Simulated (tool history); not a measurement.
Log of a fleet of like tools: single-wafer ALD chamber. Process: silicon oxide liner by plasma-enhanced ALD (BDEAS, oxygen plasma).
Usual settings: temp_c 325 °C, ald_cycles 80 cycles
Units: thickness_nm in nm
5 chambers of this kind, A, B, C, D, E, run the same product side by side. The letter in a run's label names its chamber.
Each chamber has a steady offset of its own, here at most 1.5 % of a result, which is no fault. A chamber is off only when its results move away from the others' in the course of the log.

run	hour	temp_c	ald_cycles	hours since the last thermocouple change	read-back reference wafer on the same gauge, thickness_nm	thickness_nm
1E	11.0	325	80	1408.3	6.1492	7.1668
2D	19.6	325	80	1630.1	6.1512	7.1883
3C	26.5	325	80	1177.5	6.1511	7.1187
4A	32.0	325	80	1498.3	6.1513	7.1080
5B	43.8	325	80	1575.8	6.1546	7.2287
6A	49.9	325	80	1516.2	6.1549	7.1205
7B	56.7	325	80	1588.7	6.1553	7.2324
8D	66.5	325	80	1677.0	6.1548	7.1873
9C	76.0	325	80	1227.0	6.1565	7.1202
10E	87.8	337	91	1485.1	6.1586	8.0315
11E	98.8	337	91	1496.1	6.1578	8.0442
12D	111.0	337	91	1721.5	6.1602	8.0459
13B	117.1	337	91	1649.1	6.1610	8.1180
14C	128.1	337	91	1279.1	6.1631	7.9755
15A	140.3	337	67	1606.6	6.1634	5.8421
16C	150.2	337	67	1301.2	6.1651	5.8702
17A	160.4	337	67	1626.7	6.1636	5.8762
18D	168.6	337	67	1779.1	6.1671	5.9188
19B	179.5	337	67	1711.5	6.1674	5.9766
20E	185.6	318	73	1582.9	6.1676	6.6242
21C	194.8	318	73	1345.8	6.1670	6.5722
22E	206.2	318	73	1603.5	6.1672	6.6315
23A	212.6	318	73	1678.9	6.1689	6.5682
24B	219.7	318	73	1751.7	6.1715	6.6765
25D	229.4	319	66	1839.9	6.1700	6.0082
26E	240.3	319	66	1637.6	6.1733	5.9803
27A	251.7	319	66	1718.0	6.1753	5.9351
# hour 261.4: chamber E: thermocouple changed; heater temperature recalibrated
28D	263.8	319	66	1874.3	6.1761	6.0005
29C	270.3	319	66	1421.3	6.1737	5.9371
30B	277.9	325	80	1809.9	6.1764	7.2500
31E	283.7	331	80	22.3	6.1772	7.1356
32C	295.8	331	80	1446.8	6.1778	7.0927
33B	307.9	331	80	1839.9	6.1793	7.2032
34A	314.2	331	80	1780.5	6.1790	7.0808
35D	321.7	331	80	1932.2	6.1804	7.1556
36C	327.4	325	80	1478.4	6.1806	7.1364
37E	337.9	325	95	76.5	6.1821	8.5449
38B	345.3	325	95	1877.3	6.1816	8.6365

What goes on in this fleet: one chamber off, a drifting gauge, or nothing beyond the chambers' own small offsets? Name the chamber and the cause, if any.

The gauge drifts, so all chambers seem to drift together. No chamber is off.
Cause: gauge reads high (%) = 0.547.
